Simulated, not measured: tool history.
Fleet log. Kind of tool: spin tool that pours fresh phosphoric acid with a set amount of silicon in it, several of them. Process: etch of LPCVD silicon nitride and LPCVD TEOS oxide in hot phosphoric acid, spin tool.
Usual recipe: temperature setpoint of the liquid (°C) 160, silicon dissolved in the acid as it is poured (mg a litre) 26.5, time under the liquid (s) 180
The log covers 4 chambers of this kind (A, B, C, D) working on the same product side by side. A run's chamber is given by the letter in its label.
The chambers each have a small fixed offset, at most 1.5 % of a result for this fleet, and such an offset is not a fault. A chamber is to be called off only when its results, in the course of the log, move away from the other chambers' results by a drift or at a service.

run   hour  temperature setpoint of the liquid (°C)  silicon dissolved in the acid as it is poured (mg a litre)  time under the liquid (s)  read-back film thickness of the LPCVD silicon nitride reference wafer, read on the same gauge (nm)  read-back film thickness of the LPCVD TEOS oxide reference wafer, read on the same gauge (nm)  thickness taken off the LPCVD silicon nitride on a monitor wafer (angstrom)  thickness taken off the LPCVD TEOS oxide on a monitor wafer (angstrom)
 1B   15.0                                      160                                                        26.5                        180                                                                                              90.024                                                                                         139.99                                                                       176.09                                                                  3.6036
 2A   22.8                                      160                                                        26.5                        180                                                                                              90.013                                                                                         140.00                                                                       175.66                                                                  3.9742
 3D   36.7                                      160                                                        26.5                        180                                                                                              89.975                                                                                         140.02                                                                       180.92                                                                  3.9766
      40.0  -- chamber A: heated supply line repaired
 4C   48.8                                      160                                                        26.5                        180                                                                                              89.982                                                                                         140.02                                                                       177.03                                                                  3.8485
 5D   59.7                                      160                                                        26.5                        180                                                                                              90.022                                                                                         139.97                                                                       181.25                                                                  3.6330
 6C   71.2                                      160                                                        26.5                        180                                                                                              89.984                                                                                         139.97                                                                       179.22                                                                  3.7600
 7B   79.3                                      160                                                        26.5                        180                                                                                              89.977                                                                                         140.02                                                                       175.10                                                                  3.8850
 8A   94.6                                      160                                                        26.5                        180                                                                                              89.991                                                                                         139.98                                                                       173.92                                                                  3.4136
 9B  104.7                                      160                                                        26.5                        180                                                                                              90.010                                                                                         139.98                                                                       175.67                                                                  3.6225
10D  115.9                                      160                                                        26.5                        180                                                                                              89.988                                                                                         140.03                                                                       177.91                                                                  3.6112
11A  130.7                                      160                                                        26.5                        180                                                                                              89.995                                                                                         139.96                                                                       176.92                                                                  3.5358
12C  144.2                                      160                                                        26.5                        180                                                                                              89.991                                                                                         140.03                                                                       175.92                                                                  3.3976
13B  160.1                                      160                                                        26.5                        180                                                                                              89.995                                                                                         140.00                                                                       176.59                                                                  3.9975
14D  171.6                                      160                                                        26.5                        180                                                                                              90.031                                                                                         139.98                                                                       180.92                                                                  3.4627
     172.1  -- chamber D: dissolved silicon flow meter replaced
15A  180.9                                      160                                                        26.5                        180                                                                                              90.016                                                                                         140.01                                                                       179.45                                                                  3.7489
16C  189.5                                      160                                                        26.5                        180                                                                                              89.998                                                                                         140.04                                                                       175.12                                                                  3.3490
17A  198.7                                      162                                                        17.0                        180                                                                                              90.019                                                                                         139.97                                                                       190.50                                                                  5.8143
18B  206.9                                      162                                                        17.0                        180                                                                                              90.010                                                                                         140.02                                                                       187.47                                                                  5.8739
     217.6  -- chamber A: thermometer replaced
19C  217.8                                      162                                                        17.0                        180                                                                                              89.996                                                                                         140.00                                                                       182.44                                                                  5.2022
20D  227.0                                      162                                                        17.0                        180                                                                                              90.006                                                                                         139.99                                                                       190.35                                                                  6.1798
21B  238.6                                      160                                                        26.5                        180                                                                                              90.011                                                                                         140.00                                                                       173.63                                                                  3.8540
22C  247.7                                      160                                                        20.0                        130                                                                                              90.006                                                                                         139.99                                                                       122.93                                                                  3.2441
23D  256.4                                      160                                                        20.0                        130                                                                                              90.016                                                                                         140.04                                                                       128.26                                                                  3.4965
24A  271.0                                      160                                                        20.0                        130                                                                                              89.991                                                                                         140.06                                                                       128.45                                                                  3.3722
25A  279.3                                      160                                                        20.0                        130                                                                                              89.980                                                                                         140.06                                                                       127.88                                                                  3.1958
26B  288.1                                      160                                                        26.5                        180                                                                                              90.001                                                                                         139.98                                                                       173.45                                                                  3.8163
     300.3  -- chamber B: dissolved silicon flow meter replaced
27D  303.1                                      160                                                        26.5                        180                                                                                              90.016                                                                                         140.03                                                                       179.24                                                                  3.5515
28C  312.3                                      160                                                        26.5                        180                                                                                              89.993                                                                                         140.00                                                                       168.47                                                                  3.3008
29A  321.6                                      160                                                        26.5                        180                                                                                              90.013                                                                                         140.01                                                                       179.65                                                                  3.8643
30B  337.3                                      160                                                        26.5                        180                                                                                              90.023                                                                                         140.01                                                                       177.31                                                                  3.3725
31D  347.6                                      160                                                        26.5                        180                                                                                              89.974                                                                                         140.00                                                                       181.78                                                                  3.7262
32C  358.5                                      160                                                        26.5                        180                                                                                              89.999                                                                                         140.04                                                                       163.99                                                                  2.7971

Read the log: is a single chamber off, either drifting away or since a service, is the gauge that measures every chamber drifting, or is nothing wrong beyond small per-chamber offsets? Name any odd chamber and what most likely caused it.

Little by little, chamber C moves away from the other chambers.
What lies behind it: temperature lost on the way to the wafer (K) = 2.43.
From this log alone, it may not be told apart from: liquid colder than its thermometer reads (K).

Here are 4 candidates for chamber C's next run, each the usual settings with a change, their results left as question marks. Which one brings its results back in line with what the others give on the usual settings?
In line means no further than this from the other chambers' mean on the usual settings: thickness taken off the LPCVD silicon nitride on a monitor wafer (angstrom) 6.10; thickness taken off the LPCVD TEOS oxide on a monitor wafer (angstrom) 0.9000
33C-1  369.9                                      160                                                        31.5                        155                                                                                                                                                                                                                                                                               ?                                                                       ?
33C-2  369.9                                      160                                                        29.5                        165                                                                                                                                                                                                                                                                               ?                                                                       ?
33C-3  369.9                                      160                                                        21.5                        205                                                                                                                                                                                                                                                                               ?                                                                       ?
33C-4  369.9                                      160                                                        23.5                        195                                                                                                                                                                                                                                                                               ?                                                                       ?

On the usual settings, the other chambers give on average: thickness taken off the LPCVD silicon nitride on a monitor wafer (angstrom) 177.83; thickness taken off the LPCVD TEOS oxide on a monitor wafer (angstrom) 3.7256
  run  thickness taken off the LPCVD silicon nitride on a monitor wafer (angstrom)  thickness taken off the LPCVD TEOS oxide on a monitor wafer (angstrom)
33C-1                                                                       142.22                                                                  2.2260
33C-2                                                                       151.39                                                                  2.5712
33C-3                                                                       188.10                                                                  4.1968
33C-4                                                                       178.92                                                                  3.7537
Change 33C-4 lands the chamber within the allowed miss of the other chambers.

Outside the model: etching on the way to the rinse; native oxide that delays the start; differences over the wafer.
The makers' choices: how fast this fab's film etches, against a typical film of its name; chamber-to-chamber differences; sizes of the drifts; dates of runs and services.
